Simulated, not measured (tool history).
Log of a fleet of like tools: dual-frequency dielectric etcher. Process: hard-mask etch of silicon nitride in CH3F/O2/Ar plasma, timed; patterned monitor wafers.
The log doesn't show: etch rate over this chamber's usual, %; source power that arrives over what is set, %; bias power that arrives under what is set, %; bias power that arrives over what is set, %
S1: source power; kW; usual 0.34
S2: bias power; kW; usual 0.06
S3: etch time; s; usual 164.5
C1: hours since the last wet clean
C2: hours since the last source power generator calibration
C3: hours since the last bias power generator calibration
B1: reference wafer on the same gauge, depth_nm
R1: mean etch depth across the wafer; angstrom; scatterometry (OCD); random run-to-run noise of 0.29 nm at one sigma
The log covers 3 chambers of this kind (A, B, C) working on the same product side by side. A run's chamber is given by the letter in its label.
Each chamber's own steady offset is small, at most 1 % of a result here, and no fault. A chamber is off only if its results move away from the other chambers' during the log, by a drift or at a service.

run 1A day=0.279 | S1=0.34 S2=0.06 S3=164.5 | C1=102.9 C2=1237.4 C3=719.9 | B1=110 | R1=1018.2
run 2C day=0.425 | S1=0.34 S2=0.06 S3=164.5 | C1=298.6 C2=751.3 C3=1234.4 | B1=109.95 | R1=1011.6
run 3B day=0.592 | S1=0.34 S2=0.06 S3=164.5 | C1=201 C2=352.4 C3=1536.9 | B1=109.97 | R1=1018.5
run 4B day=0.775 | S1=0.34 S2=0.06 S3=164.5 | C1=205.4 C2=356.8 C3=1541.3 | B1=109.98 | R1=1012.4
run 5C day=0.946 | S1=0.34 S2=0.06 S3=164.5 | C1=311.1 C2=763.8 C3=1246.9 | B1=109.93 | R1=1012.3
run 6A day=1.204 | S1=0.28 S2=0.06 S3=206 | C1=125.1 C2=1259.6 C3=742.1 | B1=109.96 | R1=1183.1
run 7A day=1.358 | S1=0.28 S2=0.06 S3=206 | C1=128.8 C2=1263.3 C3=745.8 | B1=109.94 | R1=1193.4
run 8C day=1.642 | S1=0.28 S2=0.06 S3=206 | C1=327.8 C2=780.5 C3=1263.6 | B1=110.1 | R1=1183
run 9B day=1.925 | S1=0.34 S2=0.06 S3=164.5 | C1=233 C2=384.4 C3=1568.9 | B1=110.05 | R1=1007.7
run 10A day=2.229 | S1=0.34 S2=0.06 S3=164.5 | C1=149.7 C2=1284.2 C3=766.7 | B1=110.02 | R1=1021.2
run 11B day=2.521 | S1=0.34 S2=0.051 S3=203 | C1=247.3 C2=398.7 C3=1583.2 | B1=110.03 | R1=1183.3
run 12C day=2.8 | S1=0.34 S2=0.051 S3=203 | C1=355.6 C2=808.3 C3=1291.4 | B1=109.98 | R1=1177.8
run 13B day=3.046 | S1=0.34 S2=0.051 S3=203 | C1=259.9 C2=411.3 C3=1595.8 | B1=110 | R1=1181.3
run 14A day=3.262 | S1=0.37 S2=0.06 S3=124 | C1=174.5 C2=1309 C3=791.5 | B1=110.03 | R1=795.51
run 15C day=3.421 | S1=0.37 S2=0.06 S3=124 | C1=370.5 C2=823.2 C3=1306.3 | B1=110.07 | R1=792.39
run 16A day=3.592 | S1=0.37 S2=0.06 S3=124 | C1=182.4 C2=1316.9 C3=799.4 | B1=110.05 | R1=798.23
run 17B day=3.808 | S1=0.34 S2=0.06 S3=164.5 | C1=278.2 C2=429.6 C3=1614.1 | B1=109.96 | R1=1010.5
run 18C day=4.054 | S1=0.34 S2=0.06 S3=164.5 | C1=385.7 C2=838.4 C3=1321.5 | B1=109.98 | R1=1011.5
run 19A day=4.208 | S1=0.34 S2=0.06 S3=164.5 | C1=197.2 C2=1331.7 C3=814.2 | B1=109.96 | R1=1025.3
run 20C day=4.367 | S1=0.38 S2=0.06 S3=164.5 | C1=393.2 C2=845.9 C3=1329 | B1=109.98 | R1=1054.5
run 21B day=4.642 | S1=0.38 S2=0.06 S3=164.5 | C1=298.2 C2=449.6 C3=1634.1 | B1=109.96 | R1=1055.5
run 22B day=4.783 | S1=0.38 S2=0.06 S3=164.5 | C1=301.6 C2=453 C3=1637.5 | B1=109.94 | R1=1054.4
run 23A day=5.079 | S1=0.34 S2=0.06 S3=164.5 | C1=218.1 C2=1352.6 C3=835.1 | B1=110.01 | R1=1020.5
-- day=5.275 chamber C: bias power generator calibrated
run 24C day=5.296 | S1=0.34 S2=0.069 S3=164.5 | C1=415.5 C2=868.2 C3=0.5 | B1=109.97 | R1=1054.1
run 25A day=5.533 | S1=0.34 S2=0.069 S3=164.5 | C1=229 C2=1363.5 C3=846 | B1=109.97 | R1=1072.7
run 26C day=5.679 | S1=0.34 S2=0.069 S3=164.5 | C1=424.7 C2=877.4 C3=9.7 | B1=109.99 | R1=1060.3
run 27B day=5.838 | S1=0.34 S2=0.06 S3=164.5 | C1=326.9 C2=478.3 C3=1662.8 | B1=109.98 | R1=1013.8
run 28B day=6.071 | S1=0.26 S2=0.06 S3=124 | C1=332.5 C2=483.9 C3=1668.4 | B1=110.04 | R1=687.63
run 29A day=6.279 | S1=0.26 S2=0.06 S3=124 | C1=246.9 C2=1381.4 C3=863.9 | B1=110.01 | R1=695.96
run 30C day=6.567 | S1=0.26 S2=0.06 S3=124 | C1=446 C2=898.7 C3=31 | B1=109.95 | R1=688.73
run 31C day=6.712 | S1=0.34 S2=0.06 S3=164.5 | C1=449.5 C2=902.2 C3=34.5 | B1=110.05 | R1=1010.4
run 32A day=6.867 | S1=0.28 S2=0.072 S3=164.5 | C1=261 C2=1395.5 C3=878 | B1=109.92 | R1=1009
run 33B day=7.112 | S1=0.28 S2=0.072 S3=164.5 | C1=357.5 C2=508.9 C3=1693.4 | B1=110.01 | R1=1000.6
run 34B day=7.258 | S1=0.28 S2=0.072 S3=164.5 | C1=361 C2=512.4 C3=1696.9 | B1=110.03 | R1=998.71
run 35A day=7.554 | S1=0.34 S2=0.06 S3=164.5 | C1=277.5 C2=1412 C3=894.5 | B1=110.02 | R1=1023.1
run 36C day=7.771 | S1=0.34 S2=0.06 S3=164.5 | C1=474.9 C2=927.6 C3=59.9 | B1=110.05 | R1=1016.1
run 37B day=8.058 | S1=0.34 S2=0.06 S3=164.5 | C1=380.2 C2=531.6 C3=1716.1 | B1=109.99 | R1=1006.6
run 38C day=8.229 | S1=0.34 S2=0.074 S3=164.5 | C1=485.9 C2=938.6 C3=70.9 | B1=110.03 | R1=1087.1
run 39A day=8.425 | S1=0.34 S2=0.074 S3=164.5 | C1=298.4 C2=1432.9 C3=915.4 | B1=109.98 | R1=1096.6
run 40C day=8.583 | S1=0.34 S2=0.074 S3=164.5 | C1=494.4 C2=947.1 C3=79.4 | B1=110 | R1=1081.2
run 41B day=8.812 | S1=0.34 S2=0.06 S3=164.5 | C1=398.3 C2=549.7 C3=1734.2 | B1=109.92 | R1=1005.3
run 42A day=9.088 | S1=0.34 S2=0.06 S3=130 | C1=314.3 C2=1448.8 C3=931.3 | B1=110 | R1=807.39

Has any chamber moved away from the others, gradually or after a service, or does the common gauge drift, or do the chambers differ only by their own small steady offsets? State the chamber and the most likely cause if one applies.

Beyond each chamber's small constant offset nothing stands out, and the gauge stays steady.
